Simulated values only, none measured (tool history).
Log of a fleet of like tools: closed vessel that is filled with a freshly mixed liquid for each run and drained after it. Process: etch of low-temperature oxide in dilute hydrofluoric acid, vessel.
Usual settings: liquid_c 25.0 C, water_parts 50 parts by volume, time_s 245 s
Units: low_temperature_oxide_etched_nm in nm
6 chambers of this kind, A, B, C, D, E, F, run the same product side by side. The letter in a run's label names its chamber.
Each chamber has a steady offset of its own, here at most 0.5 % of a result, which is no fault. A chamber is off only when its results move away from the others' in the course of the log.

run,hour,liquid_c,water_parts,time_s,hours since the thermometer was replaced,hours since the hydrofluoric acid flow meter was replaced,"read-back film thickness of the low-temperature oxide reference wafer, read on the same gauge (nm)",low_temperature_oxide_etched_nm
1A,3.3,25.0,50,245,869.8,1075.5,40.009,57.999
2D,8.6,25.0,50,245,161.0,1738.9,40.011,57.868
3C,15.2,25.0,50,245,1743.8,1378.2,39.988,57.940
4E,20.0,25.0,50,245,2183.7,442.1,40.010,57.696
5F,26.4,25.0,50,245,870.5,1199.9,39.996,57.199
6B,30.1,25.0,50,245,263.8,1544.9,39.978,58.042
7E,37.2,25.0,50,245,2200.9,459.3,40.002,57.125
8B,43.0,21.0,50,175,276.7,1557.8,40.001,35.165
9F,46.9,21.0,50,175,891.0,1220.4,39.965,34.898
10C,50.2,21.0,50,175,1778.8,1413.2,39.974,35.104
11A,56.6,21.0,50,175,923.1,1128.8,39.984,35.181
12D,60.5,21.0,50,175,212.9,1790.8,40.000,35.147
13B,64.7,21.0,50,175,298.4,1579.5,39.981,35.225
14F,68.6,21.5,50,245,912.7,1242.1,39.985,49.690
15D,74.4,21.5,50,245,226.8,1804.7,39.981,50.059
16A,78.9,21.5,50,245,945.4,1151.1,39.976,50.291
# hour 82.6: chamber A: thermometer replaced
17E,85.5,21.5,50,245,2249.2,507.6,39.996,49.274
18C,89.0,21.5,50,245,1817.6,1452.0,40.013,50.142
19E,93.7,21.5,50,245,2257.4,515.8,39.989,49.228
20F,98.9,25.0,35,105,943.0,1272.4,39.989,35.499
21B,103.5,25.0,35,105,337.2,1618.3,39.993,35.583
22D,107.0,25.0,35,105,259.4,1837.3,39.979,36.212
23C,110.3,25.0,35,105,1838.9,1473.3,40.023,36.163
24A,115.0,25.0,35,105,32.5,1187.2,39.989,35.812
25B,118.7,25.0,35,105,352.4,1633.5,40.013,35.986
26F,125.3,25.0,30,180,969.4,1298.8,39.985,72.272
# hour 131.2: chamber F: thermometer replaced
27C,132.2,25.0,30,180,1860.8,1495.2,40.016,73.413
28D,139.3,25.0,30,180,291.7,1869.6,39.996,73.429
29E,144.0,25.0,30,180,2307.7,566.1,39.994,72.653
# hour 147.5: chamber E: thermometer replaced
30A,151.1,25.0,30,180,68.6,1223.3,39.981,71.855
31F,156.4,25.0,30,180,25.2,1329.9,40.006,71.587
32E,160.1,25.0,50,245,12.6,582.2,40.002,57.551
33A,166.2,25.0,50,245,83.7,1238.4,40.010,57.860
34B,169.5,25.0,50,245,403.2,1684.3,39.995,57.286
35D,174.6,25.0,50,180,327.0,1904.9,40.010,42.729
36C,178.7,25.0,50,180,1907.3,1541.7,40.011,42.254
37E,185.6,25.0,50,180,38.1,607.7,39.975,42.429
38A,192.2,25.0,50,180,109.7,1264.4,39.992,42.277
39F,197.6,25.0,50,180,66.4,1371.1,40.002,42.083
40B,202.6,25.0,50,180,436.3,1717.4,40.025,42.519
41D,207.7,25.0,50,245,360.1,1938.0,40.021,57.770

Next, every chamber runs the same settings. What will each give?
42A,212.9,25.0,50,130,,,,?
42B,212.9,25.0,50,130,,,,?
42C,212.9,25.0,50,130,,,,?
42D,212.9,25.0,50,130,,,,?
42E,212.9,25.0,50,130,,,,?
42F,212.9,25.0,50,130,,,,?

run,low_temperature_oxide_etched_nm
42A,30.619
42B,30.780
42C,30.853
42D,30.675
42E,30.396
42F,30.364
